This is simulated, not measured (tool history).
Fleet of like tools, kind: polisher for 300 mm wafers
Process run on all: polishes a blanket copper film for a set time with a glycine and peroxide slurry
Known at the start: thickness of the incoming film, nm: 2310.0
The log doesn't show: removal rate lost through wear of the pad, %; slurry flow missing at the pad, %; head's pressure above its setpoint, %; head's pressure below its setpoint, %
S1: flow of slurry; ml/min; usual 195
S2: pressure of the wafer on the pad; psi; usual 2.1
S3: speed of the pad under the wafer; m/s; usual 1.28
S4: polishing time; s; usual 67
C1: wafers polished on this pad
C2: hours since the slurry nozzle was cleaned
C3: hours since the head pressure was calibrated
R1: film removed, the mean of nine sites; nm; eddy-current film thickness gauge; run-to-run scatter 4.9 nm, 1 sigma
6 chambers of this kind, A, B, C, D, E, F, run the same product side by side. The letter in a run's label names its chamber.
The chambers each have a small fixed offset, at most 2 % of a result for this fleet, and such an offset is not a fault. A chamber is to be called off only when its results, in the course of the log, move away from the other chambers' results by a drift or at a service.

-- day=0.233 chamber C: worn pad replaced by a new one
run 1E day=0.454 | S1=195 S2=2.1 S3=1.28 S4=67 | C1=374 C2=304.8 C3=347.2 | R1=343.42
run 2D day=0.721 | S1=195 S2=2.1 S3=1.28 S4=67 | C1=728 C2=178.1 C3=319.3 | R1=350.95
-- day=1.088 chamber D: worn pad replaced by a new one
run 3A day=1.279 | S1=195 S2=2.1 S3=1.28 S4=67 | C1=427 C2=233.1 C3=319.5 | R1=355.52
run 4B day=1.708 | S1=195 S2=2.1 S3=1.28 S4=67 | C1=593 C2=403.1 C3=98.2 | R1=358.38
run 5F day=1.954 | S1=195 S2=2.1 S3=1.28 S4=67 | C1=620 C2=227.0 C3=473.7 | R1=372.21
run 6C day=2.358 | S1=195 S2=2.1 S3=1.28 S4=67 | C1=619 C2=252.0 C3=389.3 | R1=348.96
-- day=2.592 chamber A: worn pad replaced by a new one
run 7F day=2.658 | S1=195 S2=2.1 S3=1.28 S4=67 | C1=826 C2=243.9 C3=490.6 | R1=362.61
-- day=2.842 chamber F: worn pad replaced by a new one
-- day=2.888 chamber C: head pressure recalibrated
run 8D day=3.138 | S1=195 S2=2.1 S3=1.28 S4=67 | C1=597 C2=236.1 C3=377.3 | R1=360.86
-- day=3.288 chamber B: worn pad replaced by a new one
run 9B day=3.567 | S1=195 S2=2.1 S3=1.28 S4=67 | C1=81 C2=447.7 C3=142.8 | R1=356.17
-- day=3.862 chamber D: worn pad replaced by a new one
run 10E day=3.908 | S1=195 S2=2.1 S3=1.28 S4=67 | C1=1380 C2=387.7 C3=430.1 | R1=353.14
-- day=4.292 chamber A: slurry nozzle cleaned
-- day=4.338 chamber C: worn pad replaced by a new one
-- day=4.438 chamber E: worn pad replaced by a new one
run 11A day=4.458 | S1=195 S2=2.1 S3=1.28 S4=67 | C1=544 C2=4.1 C3=395.8 | R1=357.98
run 12C day=4.896 | S1=195 S2=2.1 S3=1.28 S4=67 | C1=162 C2=312.9 C3=48.2 | R1=354.42
run 13F day=5.292 | S1=195 S2=2.1 S3=1.28 S4=67 | C1=713 C2=307.1 C3=553.8 | R1=357.97
-- day=5.296 chamber D: slurry nozzle cleaned
-- day=5.346 chamber C: slurry nozzle cleaned
run 14A day=5.721 | S1=195 S2=2.1 S3=1.28 S4=67 | C1=911 C2=34.4 C3=426.1 | R1=355.58
-- day=5.883 chamber F: worn pad replaced by a new one
run 15D day=5.975 | S1=195 S2=2.1 S3=1.28 S4=67 | C1=616 C2=16.4 C3=445.4 | R1=349.08
-- day=6.183 chamber A: worn pad replaced by a new one
run 16E day=6.408 | S1=195 S2=2.1 S3=1.28 S4=67 | C1=574 C2=447.7 C3=490.1 | R1=349.91
-- day=6.421 chamber B: worn pad replaced by a new one
run 17C day=6.838 | S1=195 S2=2.1 S3=1.28 S4=67 | C1=728 C2=35.8 C3=94.8 | R1=355.58
-- day=7.033 chamber D: worn pad replaced by a new one
run 18B day=7.283 | S1=240 S2=2.1 S3=1.58 S4=67 | C1=252 C2=536.9 C3=232.0 | R1=436.84
run 19B day=7.533 | S1=240 S2=2.1 S3=1.58 S4=67 | C1=325 C2=542.9 C3=238.0 | R1=444.63
-- day=7.821 chamber C: worn pad replaced by a new one
run 20C day=7.854 | S1=240 S2=2.1 S3=1.58 S4=67 | C1=10 C2=60.2 C3=119.2 | R1=443.56
run 21A day=8.338 | S1=240 S2=2.1 S3=1.58 S4=67 | C1=627 C2=97.2 C3=488.9 | R1=449.72
-- day=8.546 chamber B: slurry nozzle cleaned
run 22D day=8.700 | S1=240 S2=2.1 S3=1.58 S4=67 | C1=485 C2=81.8 C3=510.8 | R1=442.55
run 23F day=9.242 | S1=240 S2=2.1 S3=1.58 S4=67 | C1=978 C2=401.9 C3=648.6 | R1=434.10
run 24E day=9.575 | S1=195 S2=1.5 S3=1.12 S4=67 | C1=1496 C2=523.7 C3=566.1 | R1=239.72
-- day=9.604 chamber A: worn pad replaced by a new one
-- day=9.646 chamber F: worn pad replaced by a new one
run 25F day=9.942 | S1=195 S2=1.5 S3=1.12 S4=67 | C1=86 C2=418.7 C3=665.4 | R1=247.60
-- day=9.979 chamber E: worn pad replaced by a new one
-- day=9.983 chamber D: worn pad replaced by a new one
-- day=10.046 chamber B: worn pad replaced by a new one
-- day=10.112 chamber E: head pressure recalibrated
run 26A day=10.429 | S1=195 S2=1.5 S3=1.12 S4=67 | C1=240 C2=147.4 C3=539.1 | R1=246.80
run 27E day=10.717 | S1=195 S2=1.5 S3=1.12 S4=67 | C1=214 C2=551.1 C3=14.6 | R1=241.17
-- day=10.846 chamber A: head pressure recalibrated
run 28D day=11.121 | S1=195 S2=1.5 S3=1.12 S4=67 | C1=331 C2=139.9 C3=568.9 | R1=241.33
-- day=11.192 chamber C: worn pad replaced by a new one
run 29C day=11.679 | S1=195 S2=1.5 S3=1.12 S4=67 | C1=142 C2=152.0 C3=211.0 | R1=244.04
run 30B day=11.958 | S1=195 S2=2.1 S3=1.28 S4=67 | C1=557 C2=81.9 C3=344.2 | R1=364.42
-- day=12.383 chamber A: worn pad replaced by a new one
run 31D day=12.417 | S1=195 S2=2.1 S3=1.28 S4=67 | C1=708 C2=171.0 C3=600.0 | R1=353.70
-- day=12.717 chamber F: worn pad replaced by a new one
run 32A day=12.858 | S1=195 S2=2.1 S3=1.28 S4=67 | C1=139 C2=205.7 C3=48.4 | R1=347.81
run 33E day=13.221 | S1=140 S2=2.1 S3=1.66 S4=67 | C1=944 C2=611.2 C3=74.7 | R1=418.47
-- day=13.558 chamber D: worn pad replaced by a new one
-- day=13.575 chamber B: worn pad replaced by a new one
run 34B day=13.683 | S1=140 S2=2.1 S3=1.66 S4=67 | C1=31 C2=123.3 C3=385.6 | R1=427.76
run 35F day=14.154 | S1=140 S2=2.1 S3=1.66 S4=67 | C1=419 C2=519.8 C3=766.5 | R1=431.85
run 36C day=14.496 | S1=140 S2=2.1 S3=1.66 S4=67 | C1=962 C2=219.6 C3=278.6 | R1=416.85
run 37C day=14.950 | S1=140 S2=2.1 S3=1.66 S4=67 | C1=1094 C2=230.5 C3=289.5 | R1=417.46
-- day=15.162 chamber E: worn pad replaced by a new one
run 38D day=15.392 | S1=140 S2=2.1 S3=1.66 S4=67 | C1=534 C2=242.4 C3=671.4 | R1=415.35
run 39E day=15.679 | S1=195 S2=2.1 S3=1.52 S4=67 | C1=150 C2=670.2 C3=133.7 | R1=414.35
run 40B day=15.971 | S1=195 S2=2.1 S3=1.52 S4=67 | C1=697 C2=178.2 C3=440.5 | R1=405.11

Next, all 6 chambers run the settings below, one line each with question marks for the results. What does each chamber give?
run 41A day=16.383 | S1=195 S2=2.1 S3=1.28 S4=67 | R1=?
run 41B day=16.383 | S1=195 S2=2.1 S3=1.28 S4=67 | R1=?
run 41C day=16.383 | S1=195 S2=2.1 S3=1.28 S4=67 | R1=?
run 41D day=16.383 | S1=195 S2=2.1 S3=1.28 S4=67 | R1=?
run 41E day=16.383 | S1=195 S2=2.1 S3=1.28 S4=67 | R1=?
run 41F day=16.383 | S1=195 S2=2.1 S3=1.28 S4=67 | R1=?

run=41A R1=358.63
run=41B R1=352.95
run=41C R1=354.19
run=41D R1=353.85
run=41E R1=349.33
run=41F R1=353.98

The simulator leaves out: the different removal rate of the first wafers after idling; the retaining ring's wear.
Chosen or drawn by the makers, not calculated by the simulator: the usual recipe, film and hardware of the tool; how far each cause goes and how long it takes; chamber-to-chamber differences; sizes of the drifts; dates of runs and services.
